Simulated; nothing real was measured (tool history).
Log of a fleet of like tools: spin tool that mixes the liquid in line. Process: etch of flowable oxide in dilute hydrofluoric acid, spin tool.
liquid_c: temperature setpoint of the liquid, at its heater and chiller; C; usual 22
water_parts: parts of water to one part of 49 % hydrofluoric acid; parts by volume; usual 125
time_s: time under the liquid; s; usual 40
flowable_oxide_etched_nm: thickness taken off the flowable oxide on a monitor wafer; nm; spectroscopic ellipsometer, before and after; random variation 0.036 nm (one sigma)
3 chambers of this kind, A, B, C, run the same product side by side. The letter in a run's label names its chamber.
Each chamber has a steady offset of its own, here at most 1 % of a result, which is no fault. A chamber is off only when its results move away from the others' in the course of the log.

run	hour	liquid_c	water_parts	time_s	read-back film thickness of the flowable oxide reference wafer, read on the same gauge (nm)	flowable_oxide_etched_nm
1C	3.8	22	125	40	89.995	9.1552
2A	8	22	125	40	90.05	9.1567
3B	11.2	22	125	40	90.022	9.0505
4C	14.8	22	125	40	89.98	9.1239
5B	18.1	22	125	40	90.025	9.0949
6A	22	22	125	40	89.991	9.2592
7C	24.2	22	125	40	89.975	9.1404
8B	27.9	22	125	40	89.953	9.0393
9A	31.5	22	125	40	90.039	9.2679
10C	35.7	22	125	40	90.029	9.1222
11B	38.3	22	125	40	89.995	9.1122
12A	42.1	22	125	40	89.998	9.2896
13A	44.7	22	125	40	89.972	9.2999
14C	49.1	22	125	40	89.997	9.1863
15B	52	22	125	40	90.024	9.0616
16C	55.6	22	125	40	89.975	9.1155
17A	59	22	125	40	89.99	9.3847
18B	63.4	22	125	40	89.977	9.0879
19B	67.5	22	125	40	90.026	9.0758
20C	70.5	27	95	40	90.008	15.129
21A	73.7	27	95	40	90.031	15.692
22C	76.3	27	95	40	90.009	15.156
23A	80.8	22	125	40	89.986	9.4845

What goes on in this fleet: one chamber off, a drifting gauge, or nothing beyond the chambers' own small offsets? Name the chamber and the cause, if any.

Chamber A drifts away from the others.
Cause: liquid hotter than its thermometer reads (K) = 0.983.
The log may not tell that from: hydrofluoric acid flow above the setpoint (%).

Here are 4 candidates for chamber A's next run, each the usual settings with a change, their results left as question marks. Which one brings its results back in line with what the others give on the usual settings?
In line means no further than this from the other chambers' mean on the usual settings: flowable_oxide_etched_nm 0.13 nm
24A-1	84.1	24	125	40		?
24A-2	84.1	20	125	40		?
24A-3	84.1	22	130	40		?
24A-4	84.1	22	120	40		?

The other chambers' mean on the usual settings: flowable_oxide_etched_nm 9.0966 nm
run	flowable_oxide_etched_nm
24A-1	10.254
24A-2	8.7425
24A-3	9.0553
24A-4	9.9331
24A-3 brings the chamber back in line.
